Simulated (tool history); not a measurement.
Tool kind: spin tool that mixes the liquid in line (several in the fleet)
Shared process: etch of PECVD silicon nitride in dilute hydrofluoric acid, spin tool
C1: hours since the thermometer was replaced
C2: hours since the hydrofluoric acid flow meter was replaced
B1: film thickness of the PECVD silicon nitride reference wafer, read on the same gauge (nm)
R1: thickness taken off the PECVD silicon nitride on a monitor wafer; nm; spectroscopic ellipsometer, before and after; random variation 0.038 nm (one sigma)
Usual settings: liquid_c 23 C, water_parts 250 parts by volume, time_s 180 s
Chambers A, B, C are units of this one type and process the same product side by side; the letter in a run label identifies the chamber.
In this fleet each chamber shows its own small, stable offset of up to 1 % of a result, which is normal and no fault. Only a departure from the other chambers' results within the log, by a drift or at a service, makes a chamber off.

Run 1A, hour 3.7: usual settings; C1 33.9; C2 355.7; B1 130. Result: R1 3.818 nm.
Run 2C, hour 6.2: usual settings; C1 1500; C2 213.1; B1 129.99. Result: R1 3.8323 nm.
Run 3B, hour 8.3: usual settings; C1 718.9; C2 141.4; B1 130.02. Result: R1 3.8033 nm.
Run 4A, hour 10.8: usual settings; C1 41; C2 362.8; B1 129.98. Result: R1 3.8676 nm.
Run 5B, hour 14.7: usual settings; C1 725.3; C2 147.8; B1 130. Result: R1 3.7785 nm.
Run 6C, hour 18.5: usual settings; C1 1512.3; C2 225.4; B1 130. Result: R1 3.877 nm.
Run 7C, hour 23: usual settings; C1 1516.8; C2 229.9; B1 130.01. Result: R1 3.8743 nm.
Run 8B, hour 25.5: usual settings; C1 736.1; C2 158.6; B1 129.98. Result: R1 3.7716 nm.
Run 9A, hour 30: usual settings; C1 60.2; C2 382; B1 130. Result: R1 3.8796 nm.
Run 10C, hour 33: usual settings; C1 1526.8; C2 239.9; B1 129.98. Result: R1 3.8596 nm.
Run 11A, hour 35.9: usual settings; C1 66.1; C2 387.9; B1 130.02. Result: R1 3.9965 nm.
Run 12B, hour 39.8: usual settings; C1 750.4; C2 172.9; B1 130.02. Result: R1 3.7693 nm.
Run 13A, hour 43.2: usual settings; C1 73.4; C2 395.2; B1 130.02. Result: R1 4.0389 nm.
Run 14C, hour 45.8: usual settings; C1 1539.6; C2 252.7; B1 130.01. Result: R1 3.7973 nm.
Run 15B, hour 49.7: usual settings; C1 760.3; C2 182.8; B1 129.98. Result: R1 3.8428 nm.
Run 16B, hour 53.3: usual settings; C1 763.9; C2 186.4; B1 130. Result: R1 3.8097 nm.
Run 17A, hour 56.8: usual settings; C1 87; C2 408.8; B1 129.97. Result: R1 4.046 nm.
Run 18C, hour 60.1: usual settings; C1 1553.9; C2 267; B1 130. Result: R1 3.835 nm.
Run 19C, hour 63.4: usual settings; C1 1557.2; C2 270.3; B1 130.01. Result: R1 3.8682 nm.
Run 20A, hour 66.8: usual settings; C1 97; C2 418.8; B1 130. Result: R1 4.0802 nm.
Run 21B, hour 69.1: usual settings but water_parts 210 parts by volume, time_s 125 s; C1 779.7; C2 202.2; B1 130.01. Result: R1 3.1959 nm.
Run 22B, hour 73.7: usual settings but water_parts 210 parts by volume, time_s 125 s; C1 784.3; C2 206.8; B1 130. Result: R1 3.1501 nm.
Run 23C, hour 76.9: usual settings but water_parts 210 parts by volume, time_s 125 s; C1 1570.7; C2 283.8; B1 129.99. Result: R1 3.128 nm.
Run 24A, hour 79.8: usual settings; C1 110; C2 431.8; B1 130. Result: R1 4.1881 nm.

All 3 chambers run these settings next. Forecast each chamber's results:
Run 25A, hour 83.2: usual settings. Result: R1 ?.
Run 25B, hour 83.2: usual settings. Result: R1 ?.
Run 25C, hour 83.2: usual settings. Result: R1 ?.

run      R1
25A  4.2187
25B  3.8072
25C  3.8229

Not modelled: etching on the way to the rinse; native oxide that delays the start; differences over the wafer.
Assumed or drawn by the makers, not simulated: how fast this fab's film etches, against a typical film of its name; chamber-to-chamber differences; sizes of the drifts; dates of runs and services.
